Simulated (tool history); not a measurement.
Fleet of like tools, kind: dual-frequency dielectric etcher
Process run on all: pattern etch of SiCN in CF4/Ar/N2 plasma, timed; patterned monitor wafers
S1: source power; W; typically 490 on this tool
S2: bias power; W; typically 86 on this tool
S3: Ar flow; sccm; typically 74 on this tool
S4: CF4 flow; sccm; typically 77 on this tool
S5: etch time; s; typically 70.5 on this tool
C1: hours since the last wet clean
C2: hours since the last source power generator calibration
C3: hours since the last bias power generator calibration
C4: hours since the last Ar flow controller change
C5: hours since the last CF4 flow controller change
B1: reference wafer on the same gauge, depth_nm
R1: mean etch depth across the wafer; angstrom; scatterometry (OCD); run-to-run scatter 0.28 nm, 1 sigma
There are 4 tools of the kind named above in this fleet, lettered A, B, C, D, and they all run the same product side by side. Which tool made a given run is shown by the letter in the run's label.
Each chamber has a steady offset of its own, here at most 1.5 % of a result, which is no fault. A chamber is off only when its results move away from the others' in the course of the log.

run,hour,S1,S2,S3,S4,S5,C1,C2,C3,C4,C5,B1,R1
1D,5.5,490,86,74,77,70.5,112.8,1330.6,978.1,4745.1,474.6,82.679,734.16
2A,10.6,490,86,74,77,70.5,352.6,1765,325,472.5,849.8,82.686,738.42
3B,16.4,490,86,74,77,70.5,435.7,532.4,4773.3,2511.6,2670.7,82.719,733.1
4C,22.6,490,86,74,77,70.5,242.8,1987.5,1290.1,2724.8,1717.6,82.668,743.71
5A,29.4,490,86,74,77,70.5,371.4,1783.8,343.8,491.3,868.6,82.688,737.48
6C,35,490,86,74,77,70.5,255.2,1999.9,1302.5,2737.2,1730,82.627,746.47
7B,40.1,380,86,74,77,70.5,459.4,556.1,4797,2535.3,2694.4,82.676,587.27
8D,43.7,380,86,74,77,70.5,151,1368.8,1016.3,4783.3,512.8,82.634,584.58
9C,46.8,380,86,74,77,70.5,267,2011.7,1314.3,2749,1741.8,82.752,591.96
10D,50,380,86,74,77,70.5,157.3,1375.1,1022.6,4789.6,519.1,82.743,584.72
11B,54,490,86,74,77,90,473.3,570,4810.9,2549.2,2708.3,82.674,930.18
12A,57.6,490,86,74,77,90,399.6,1812,372,519.5,896.8,82.63,940.06
13A,60.7,490,86,74,77,90,402.7,1815.1,375.1,522.6,899.9,82.727,943.9
14D,64.8,490,86,74,77,90,172.1,1389.9,1037.4,4804.4,533.9,82.704,935.83
15B,69.2,490,69,74,77,70.5,488.5,585.2,4826.1,2564.4,2723.5,82.649,678.26
16C,76,490,69,74,77,70.5,296.2,2040.9,1343.5,2778.2,1771,82.716,693.76
17D,80.4,490,69,74,77,70.5,187.7,1405.5,1053,4820,549.5,82.754,680.6
18B,87.2,490,69,74,77,70.5,506.5,603.2,4844.1,2582.4,2741.5,82.737,679.09
19A,92.4,490,86,74,77,70.5,434.4,1846.8,406.8,554.3,931.6,82.694,740.16
20C,96,490,86,74,77,70.5,316.2,2060.9,1363.5,2798.2,1791,82.675,741.04
21B,102.3,490,86,74,77,70.5,521.6,618.3,4859.2,2597.5,2756.6,82.66,732.46
22A,108.2,490,86,74,77,70.5,450.2,1862.6,422.6,570.1,947.4,82.723,734.28
23C,113,490,86,74,77,70.5,333.2,2077.9,1380.5,2815.2,1808,82.723,744.63
24D,117.1,490,86,74,77,70.5,224.4,1442.2,1089.7,4856.7,586.2,82.719,735.58
# hour 118.9: chamber A: wet clean of the chamber
25D,122.5,490,86,74,77,70.5,229.8,1447.6,1095.1,4862.1,591.6,82.769,731.76
26C,128.8,490,86,74,77,70.5,349,2093.7,1396.3,2831,1823.8,82.743,743.53
27A,135.5,490,86,74,77,70.5,16.6,1889.9,449.9,597.4,974.7,82.728,738.49
# hour 141.2: chamber C: source power generator calibrated
28B,142.2,490,86,74,77,70.5,561.5,658.2,4899.1,2637.4,2796.5,82.717,726.34
29B,148.8,490,86,74,77,70.5,568.1,664.8,4905.7,2644,2803.1,82.656,733.22
30D,151.9,490,86,74,77,70.5,259.2,1477,1124.5,4891.5,621,82.685,734.37
31A,157.1,490,86,74,77,70.5,38.2,1911.5,471.5,619,996.3,82.651,739.69
32C,160.7,490,86,74,77,70.5,380.9,19.5,1428.2,2862.9,1855.7,82.626,741.04
33A,164.1,490,86,74,77,70.5,45.2,1918.5,478.5,626,1003.3,82.744,737.52
34B,168.2,490,86,74,77,70.5,587.5,684.2,4925.1,2663.4,2822.5,82.681,732.55
35C,174.4,490,86,74,77,70.5,394.6,33.2,1441.9,2876.6,1869.4,82.61,741.08
36D,179.5,490,86,74,77,70.5,286.8,1504.6,1152.1,4919.1,648.6,82.719,736.85
37B,186.2,490,86,74,77,70.5,605.5,702.2,4943.1,2681.4,2840.5,82.718,731.68
38A,192.6,490,86,74,77,70.5,73.7,1947,507,654.5,1031.8,82.734,742.39
39D,197.9,490,86,74,77,70.5,305.2,1523,1170.5,4937.5,667,82.703,736.72
# hour 203.5: chamber D: wet clean of the chamber
40C,203.8,490,86,74,77,70.5,424,62.6,1471.3,2906,1898.8,82.711,739.28
41C,208.1,490,86,74,77,70.5,428.3,66.9,1475.6,2910.3,1903.1,82.777,741.92
# hour 211.8: chamber B: wet clean of the chamber
42D,212.3,490,86,74,77,70.5,8.9,1537.4,1184.9,4951.9,681.4,82.608,737.19
43B,215.7,490,86,74,77,70.5,4,731.7,4972.6,2710.9,2870,82.679,730.51
44A,219.7,490,86,74,77,70.5,100.8,1974.1,534.1,681.6,1058.9,82.725,739.97

Next, every chamber runs the same settings. What will each give?
45A,224.7,490,86,74,77,70.5,,,,,,,?
45B,224.7,490,86,74,77,70.5,,,,,,,?
45C,224.7,490,86,74,77,70.5,,,,,,,?
45D,224.7,490,86,74,77,70.5,,,,,,,?

run,R1
45A,733.19
45B,727.84
45C,742.84
45D,734.76
